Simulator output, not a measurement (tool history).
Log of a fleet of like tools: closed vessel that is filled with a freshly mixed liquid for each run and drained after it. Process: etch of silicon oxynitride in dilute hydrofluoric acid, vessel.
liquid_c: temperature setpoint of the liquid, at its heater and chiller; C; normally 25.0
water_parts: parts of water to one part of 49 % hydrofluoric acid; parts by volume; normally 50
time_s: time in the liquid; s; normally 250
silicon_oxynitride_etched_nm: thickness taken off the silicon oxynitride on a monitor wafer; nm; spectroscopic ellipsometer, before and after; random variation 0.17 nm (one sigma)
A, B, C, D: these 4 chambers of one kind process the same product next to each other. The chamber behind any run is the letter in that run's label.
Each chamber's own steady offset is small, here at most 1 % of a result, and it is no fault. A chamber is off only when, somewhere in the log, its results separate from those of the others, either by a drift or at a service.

run	hour	liquid_c	water_parts	time_s	hours since the thermometer was replaced	hours since the hydrofluoric acid flow meter was replaced	read-back film thickness of the silicon oxynitride reference wafer, read on the same gauge (nm)	silicon_oxynitride_etched_nm
1D	8.1	25.0	50	250	255.3	427.5	110.01	19.3340
2C	22.4	25.0	50	250	3141.0	1118.0	109.95	19.0700
3A	31.2	25.0	50	250	1242.1	344.6	109.98	19.4360
4B	44.0	25.0	50	250	865.8	278.0	110.01	19.1370
5A	58.4	29.0	50	250	1269.3	371.8	110.03	23.5220
6B	65.5	29.0	50	250	887.3	299.5	109.98	23.4590
7C	74.3	29.0	50	250	3192.9	1169.9	110.01	23.2780
8D	84.5	29.0	50	250	331.7	503.9	110.02	23.5570
9D	96.4	25.0	50	250	343.6	515.8	110.01	19.7090
10A	103.4	25.0	50	250	1314.3	416.8	110.04	19.0420
11B	115.8	25.0	50	250	937.6	349.8	110.01	19.0370
12C	125.3	22.5	50	250	3243.9	1220.9	109.99	16.6480
13C	139.9	22.5	50	250	3258.5	1235.5	109.98	16.6240
# hour 141.1: chamber A: hydrofluoric acid flow meter replaced
# hour 145.4: chamber C: thermometer replaced
14D	151.1	22.5	50	250	398.3	570.5	110.01	17.2310
15B	165.5	22.5	50	250	987.3	399.5	109.97	17.0170
16A	180.3	20.5	50	250	1391.2	39.3	109.99	15.4640
17A	191.9	20.5	50	250	1402.8	50.9	110.03	15.3370
18D	204.8	20.5	50	250	452.0	624.2	110.01	15.2480
19B	215.9	20.5	50	250	1037.7	449.9	109.99	15.4420
20C	228.0	25.0	50	250	82.6	1323.6	109.99	18.9350
21A	242.9	25.0	50	135	1453.8	101.9	110.04	10.4110
22C	250.2	25.0	50	135	104.8	1345.8	109.94	10.4020
23B	260.3	25.0	50	135	1082.1	494.3	110.00	10.4490
24D	268.4	25.0	50	135	515.6	687.8	109.97	10.2420
25B	279.4	27.0	50	320	1101.2	513.4	109.98	26.9280
26D	286.1	27.0	50	320	533.3	705.5	109.93	26.5010
27A	297.6	27.0	50	320	1508.5	156.6	109.99	27.2550
28C	307.1	27.0	50	320	161.7	1402.7	109.99	27.0060
29B	313.9	25.0	50	250	1135.7	547.9	110.01	19.1580
30C	324.2	21.0	65	250	178.8	1419.8	110.04	11.9710
31A	335.3	21.0	65	250	1546.2	194.3	109.97	12.2240
32D	347.2	21.0	65	250	594.4	766.6	109.99	11.4400
33D	354.3	21.0	65	250	601.5	773.7	110.00	11.5230
34C	366.8	25.0	50	250	221.4	1462.4	110.02	19.1870
35B	380.7	25.0	50	250	1202.5	614.7	109.97	19.2650
36A	393.9	25.0	50	250	1604.8	252.9	110.02	19.2650
37A	404.8	25.0	50	250	1615.7	263.8	109.93	19.4740
38B	417.2	25.0	50	250	1239.0	651.2	110.00	19.0920
39C	425.7	25.0	50	250	280.3	1521.3	110.02	18.9340

For the next run the whole fleet of 4 chambers uses the same settings. Give each chamber's results:
40A	436.9	25.0	50	105				?
40B	436.9	25.0	50	105				?
40C	436.9	25.0	50	105				?
40D	436.9	25.0	50	105				?

run	silicon_oxynitride_etched_nm
40A	8.0763
40B	8.2373
40C	7.9409
40D	7.7507
